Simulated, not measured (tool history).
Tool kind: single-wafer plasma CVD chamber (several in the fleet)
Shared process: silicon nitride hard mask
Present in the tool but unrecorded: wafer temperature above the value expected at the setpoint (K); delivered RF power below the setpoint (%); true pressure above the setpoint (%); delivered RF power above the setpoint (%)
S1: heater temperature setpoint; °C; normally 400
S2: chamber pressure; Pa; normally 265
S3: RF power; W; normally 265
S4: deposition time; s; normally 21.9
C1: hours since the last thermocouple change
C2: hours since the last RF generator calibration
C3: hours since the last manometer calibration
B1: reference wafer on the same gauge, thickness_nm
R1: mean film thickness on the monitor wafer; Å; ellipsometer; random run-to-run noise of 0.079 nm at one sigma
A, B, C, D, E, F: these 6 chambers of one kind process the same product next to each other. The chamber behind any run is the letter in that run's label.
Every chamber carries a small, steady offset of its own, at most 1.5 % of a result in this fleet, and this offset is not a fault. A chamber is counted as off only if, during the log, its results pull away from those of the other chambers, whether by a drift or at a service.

run   hour   S1   S2   S3    S4      C1      C2      C3      B1      R1
 1A   13.2  400  265  265  21.9  1353.9  1478.5   584.0  28.810  245.50
 2F   23.7  400  265  265  21.9   536.5   747.5   218.3  28.822  246.01
 3C   30.9  400  265  265  21.9  1010.5  1365.2  2592.0  28.791  249.18
      41.5  -- chamber A: thermocouple changed; heater temperature recalibrated
      45.9  -- chamber E: capacitance manometer re-zeroed and calibrated
 4D   46.5  400  265  265  21.9  2467.9  1807.3  2090.4  28.816  244.75
 5E   58.5  400  265  265  19.6  1058.2   191.4    12.6  28.791  221.05
 6B   68.2  400  265  265  19.6   288.2   932.6  1221.8  28.810  221.82
 7E   80.5  400  265  265  19.6  1080.2   213.4    34.6  28.821  221.56
 8D   91.2  400  265  265  19.6  2512.6  1852.0  2135.1  28.835  217.83
 9C   99.2  400  265  265  19.6  1078.8  1433.5  2660.3  28.780  221.99
10F  111.4  400  265  265  19.6   624.2   835.2   306.0  28.814  221.01
11A  119.9  400  265  265  21.9    78.5  1585.2   690.7  28.808  244.93
12B  126.7  406  265  265  19.8   346.7   991.1  1280.3  28.810  221.64
     136.3  -- chamber A: RF generator calibrated
13F  140.2  406  265  265  19.8   653.0   864.0   334.8  28.801  223.54
14E  151.2  406  265  265  19.8  1150.9   284.1   105.3  28.806  223.09
15C  160.5  406  265  265  19.8  1140.1  1494.8  2721.6  28.789  223.29
16B  168.9  406  265  265  19.8   388.9  1033.3  1322.5  28.808  223.25
17A  177.8  406  265  265  19.8   136.4    41.5   748.6  28.799  221.53
18D  191.1  400  265  265  21.9  2612.5  1951.9  2235.0  28.805  244.22
19B  199.3  400  265  265  21.9   419.3  1063.7  1352.9  28.789  246.77
     200.5  -- chamber B: capacitance manometer re-zeroed and calibrated
20E  209.7  400  265  265  21.9  1209.4   342.6   163.8  28.785  246.80
21C  220.0  400  265  220  25.3  1199.6  1554.3  2781.1  28.815  249.64
22F  227.8  400  265  220  25.3   740.6   951.6   422.4  28.777  247.73
23A  239.7  400  265  220  25.3   198.3   103.4   810.5  28.789  249.83
24D  249.4  400  265  220  25.3  2670.8  2010.2  2293.3  28.780  247.47
25B  265.0  400  265  220  25.3   485.0  1129.4    64.6  28.805  249.91
26E  273.3  400  265  220  25.3  1273.0   406.2   227.4  28.764  248.90
27D  286.6  400  265  265  21.9  2708.0  2047.4  2330.5  28.805  243.26
28A  298.9  400  265  265  21.9   257.5   162.6   869.7  28.797  246.29
     305.6  -- chamber E: thermocouple changed; heater temperature recalibrated
29F  313.7  400  265  265  21.9   826.5  1037.5   508.3  28.796  242.44
30C  323.8  400  265  265  21.9  1303.4  1658.1  2884.9  28.802  249.79
31D  331.9  400  265  265  21.9  2753.3  2092.7  2375.8  28.830  244.69
32C  341.0  400  265  265  25.3  1320.6  1675.3  2902.1  28.828  288.79
33F  352.1  400  265  265  25.3   864.9  1075.9   546.7  28.801  280.56
34E  367.4  400  265  265  25.3    61.9   500.3   321.5  28.772  283.94
35A  378.2  400  265  265  25.3   336.8   241.9   949.0  28.774  285.20
36B  386.7  400  265  265  25.3   606.7  1251.1   186.3  28.794  285.62
37E  395.9  400  265  265  25.3    90.4   528.8   350.0  28.797  286.60
38A  403.0  400  265  265  21.9   361.6   266.7   973.8  28.791  245.48

Which is it: a chamber that has drifted or been left off by a service, a gauge drift common to all chambers, or only each chamber's usual small offset? If a chamber is off, name it and its likeliest cause.

One chamber, F, drifts off from the rest bit by bit.
Most likely cause: delivered RF power below the setpoint (%) = 3.41.
The log may not separate it from: true pressure below the setpoint (%).

Chamber F could run next with any of the 4 candidate recipes listed below; each alters the usual settings, and their results appear as question marks. Which one brings its results back in line with what the other chambers deliver on the usual settings?
Maximum distance from the other chambers' mean on the usual settings for a result to count as in line: R1 2.80 Å
39F-1  414.3  400  265  270  22.2                   ?
39F-2  414.3  400  264  260  21.6                   ?
39F-3  414.3  400  265  260  21.2                   ?
39F-4  414.3  400  275  280  21.9                   ?

The other chambers' mean on the usual settings: R1 246.56 Å
  run      R1
39F-1  246.93
39F-2  233.65
39F-3  229.64
39F-4  252.22
39F-1 brings the chamber back in line.

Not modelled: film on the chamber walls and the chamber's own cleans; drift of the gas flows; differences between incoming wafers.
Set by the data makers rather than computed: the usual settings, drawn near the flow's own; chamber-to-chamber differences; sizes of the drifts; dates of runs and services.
